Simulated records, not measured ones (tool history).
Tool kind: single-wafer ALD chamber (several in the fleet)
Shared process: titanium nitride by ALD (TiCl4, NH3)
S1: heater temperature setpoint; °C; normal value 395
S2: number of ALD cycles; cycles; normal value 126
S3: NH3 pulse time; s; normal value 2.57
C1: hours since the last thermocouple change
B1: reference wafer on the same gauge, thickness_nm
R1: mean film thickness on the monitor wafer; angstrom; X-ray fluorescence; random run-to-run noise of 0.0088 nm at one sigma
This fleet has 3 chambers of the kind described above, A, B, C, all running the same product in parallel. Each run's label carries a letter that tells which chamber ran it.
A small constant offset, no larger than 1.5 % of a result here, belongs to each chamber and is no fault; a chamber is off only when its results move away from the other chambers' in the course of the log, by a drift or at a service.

{"run": "1A", "day": 0.333, "S1": 395, "S2": 126, "S3": 2.57, "C1": 872.9, "B1": 2.2823, "R1": 28.286}
{"run": "2C", "day": 0.608, "S1": 395, "S2": 126, "S3": 2.57, "C1": 659.1, "B1": 2.2797, "R1": 27.86}
{"run": "3B", "day": 0.846, "S1": 395, "S2": 126, "S3": 2.57, "C1": 1700.1, "B1": 2.281, "R1": 28.036}
{"run": "4C", "day": 1.108, "S1": 395, "S2": 126, "S3": 2.57, "C1": 671.1, "B1": 2.2813, "R1": 27.982}
{"run": "5A", "day": 1.271, "S1": 395, "S2": 126, "S3": 2.57, "C1": 895.4, "B1": 2.2811, "R1": 28.212}
{"run": "6B", "day": 1.517, "S1": 395, "S2": 126, "S3": 2.57, "C1": 1716.2, "B1": 2.2815, "R1": 27.828}
{"run": "7A", "day": 1.758, "S1": 395, "S2": 126, "S3": 2.57, "C1": 907.1, "B1": 2.2805, "R1": 28.255}
{"run": "8C", "day": 2.104, "S1": 395, "S2": 108, "S3": 2.57, "C1": 695, "B1": 2.2805, "R1": 24.143}
{"run": "9B", "day": 2.4, "S1": 395, "S2": 108, "S3": 2.57, "C1": 1737.4, "B1": 2.2785, "R1": 23.838}
{"run": "10A", "day": 2.696, "S1": 395, "S2": 108, "S3": 2.57, "C1": 929.6, "B1": 2.2787, "R1": 24.355}
{"run": "11B", "day": 2.933, "S1": 395, "S2": 126, "S3": 2.57, "C1": 1750.2, "B1": 2.2797, "R1": 27.911}
{"run": "12C", "day": 3.154, "S1": 395, "S2": 126, "S3": 2.57, "C1": 720.2, "B1": 2.2821, "R1": 28.07}
{"run": "13B", "day": 3.467, "S1": 395, "S2": 126, "S3": 2.57, "C1": 1763, "B1": 2.2792, "R1": 27.944}
{"run": "14C", "day": 3.746, "S1": 395, "S2": 126, "S3": 2.57, "C1": 734.4, "B1": 2.28, "R1": 28.189}
{"run": "15A", "day": 3.967, "S1": 395, "S2": 126, "S3": 2.57, "C1": 960.1, "B1": 2.2793, "R1": 28.372}
{"run": "16C", "day": 4.279, "S1": 395, "S2": 126, "S3": 2.57, "C1": 747.2, "B1": 2.2779, "R1": 28.002}
{"run": "17B", "day": 4.588, "S1": 395, "S2": 126, "S3": 2.57, "C1": 1789.9, "B1": 2.2795, "R1": 27.967}
{"run": "18A", "day": 4.925, "S1": 409, "S2": 118, "S3": 2.57, "C1": 983.1, "B1": 2.2795, "R1": 26.732}
{"run": "19A", "day": 5.154, "S1": 409, "S2": 118, "S3": 2.57, "C1": 988.6, "B1": 2.2784, "R1": 26.63}
{"run": "20B", "day": 5.392, "S1": 409, "S2": 118, "S3": 2.57, "C1": 1809.2, "B1": 2.2789, "R1": 26.402}
{"run": "21C", "day": 5.683, "S1": 395, "S2": 126, "S3": 2.57, "C1": 780.9, "B1": 2.2799, "R1": 28.256}
{"run": "22A", "day": 5.971, "S1": 395, "S2": 126, "S3": 2.57, "C1": 1008.2, "B1": 2.2785, "R1": 28.16}
{"run": "23C", "day": 6.288, "S1": 395, "S2": 126, "S3": 2.57, "C1": 795.4, "B1": 2.2812, "R1": 28.025}
{"run": "24B", "day": 6.492, "S1": 395, "S2": 126, "S3": 2.57, "C1": 1835.6, "B1": 2.2828, "R1": 28.033}
{"run": "25C", "day": 6.708, "S1": 395, "S2": 126, "S3": 2.57, "C1": 805.5, "B1": 2.2812, "R1": 28.029}
{"run": "26A", "day": 7.05, "S1": 395, "S2": 126, "S3": 2.57, "C1": 1034.1, "B1": 2.2803, "R1": 28.196}
{"run": "27B", "day": 7.375, "S1": 395, "S2": 126, "S3": 1.73, "C1": 1856.8, "B1": 2.2807, "R1": 27.538}
{"run": "28A", "day": 7.571, "S1": 395, "S2": 126, "S3": 1.73, "C1": 1046.6, "B1": 2.2819, "R1": 27.773}
{"run": "29B", "day": 7.888, "S1": 395, "S2": 126, "S3": 1.73, "C1": 1869.1, "B1": 2.281, "R1": 27.487}
{"run": "30C", "day": 8.133, "S1": 395, "S2": 126, "S3": 2.57, "C1": 839.7, "B1": 2.2804, "R1": 27.978}
{"run": "31B", "day": 8.3, "S1": 395, "S2": 126, "S3": 2.57, "C1": 1879, "B1": 2.2806, "R1": 27.868}
{"run": "32C", "day": 8.533, "S1": 395, "S2": 126, "S3": 2.57, "C1": 849.3, "B1": 2.2791, "R1": 28.146}
{"run": "33A", "day": 8.712, "S1": 387, "S2": 126, "S3": 2.57, "C1": 1074, "B1": 2.2812, "R1": 28.188}

Decide between three cases: one chamber stands off from its peers, the gauge reading all wafers drifts, or nothing is wrong past each chamber's small offset. Where a chamber is off, say which and what most likely put it there.

Beyond each chamber's small constant offset nothing stands out, and the gauge stays steady.
